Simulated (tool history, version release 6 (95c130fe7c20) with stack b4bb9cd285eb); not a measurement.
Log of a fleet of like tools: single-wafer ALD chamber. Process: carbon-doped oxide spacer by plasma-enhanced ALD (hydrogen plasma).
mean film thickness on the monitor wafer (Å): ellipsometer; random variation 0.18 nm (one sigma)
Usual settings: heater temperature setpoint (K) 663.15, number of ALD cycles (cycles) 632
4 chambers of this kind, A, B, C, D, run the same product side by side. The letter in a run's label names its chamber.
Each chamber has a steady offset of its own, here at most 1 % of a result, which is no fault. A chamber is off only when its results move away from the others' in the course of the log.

run	hour	heater temperature setpoint (K)	number of ALD cycles (cycles)	read-back reference wafer on the same gauge, thickness_nm	mean film thickness on the monitor wafer (Å)
1A	10.1	663.15	632	34.874	315.85
2C	20.3	663.15	632	34.876	315.23
3B	31.3	663.15	632	34.916	313.87
4D	45.5	663.15	632	34.966	317.07
5C	59.9	663.15	632	34.881	317.63
6B	67.1	663.15	632	34.870	315.43
7D	79.0	663.15	632	34.922	317.26
# hour 86.3: chamber C: thermocouple changed; heater temperature recalibrated
8A	92.3	663.15	632	34.897	313.99
9D	102.2	663.15	535	34.883	266.98
10B	113.3	663.15	535	34.834	264.10
11C	124.0	663.15	535	34.911	266.64
12A	137.6	663.15	535	34.851	265.54
13B	148.4	663.15	632	34.860	316.51
14C	157.9	651.15	671	34.904	337.83
15D	166.5	651.15	671	34.867	335.33
16A	178.0	651.15	671	34.904	335.03
17A	189.9	651.15	671	34.911	335.69
18C	203.2	650.15	539	34.883	271.48
19B	211.8	650.15	539	34.898	266.02
20D	226.7	650.15	539	34.883	267.33
21A	236.8	650.15	539	34.903	268.53
22D	243.9	663.15	632	34.909	315.20
23B	251.4	663.15	632	34.902	317.73
24C	259.4	663.15	632	34.902	316.56
25B	274.8	663.15	632	34.913	312.58
26C	284.6	663.15	632	34.869	315.42
27D	293.5	663.15	632	34.949	313.61
28A	306.1	663.15	632	34.835	311.63
29A	317.3	671.15	632	34.882	312.43
30B	324.8	671.15	632	34.851	314.67
31D	333.6	671.15	632	34.894	315.01
32C	344.8	671.15	632	34.928	317.74
33A	358.7	649.15	570	34.921	282.50
34B	369.7	649.15	570	34.883	282.89
35C	380.4	649.15	570	34.875	283.74
36D	388.1	649.15	570	34.937	284.40
37C	396.4	663.15	632	34.888	317.74
38A	409.6	675.15	707	34.904	351.22
39D	416.6	675.15	707	34.891	351.18
40B	429.2	675.15	707	34.876	348.26
41C	438.7	675.15	707	34.925	356.18

What goes on in this fleet: one chamber off, a drifting gauge, or nothing beyond the chambers' own small offsets? Name the chamber and the cause, if any.

No chamber stands off beyond its own small offset, and the gauge holds steady.

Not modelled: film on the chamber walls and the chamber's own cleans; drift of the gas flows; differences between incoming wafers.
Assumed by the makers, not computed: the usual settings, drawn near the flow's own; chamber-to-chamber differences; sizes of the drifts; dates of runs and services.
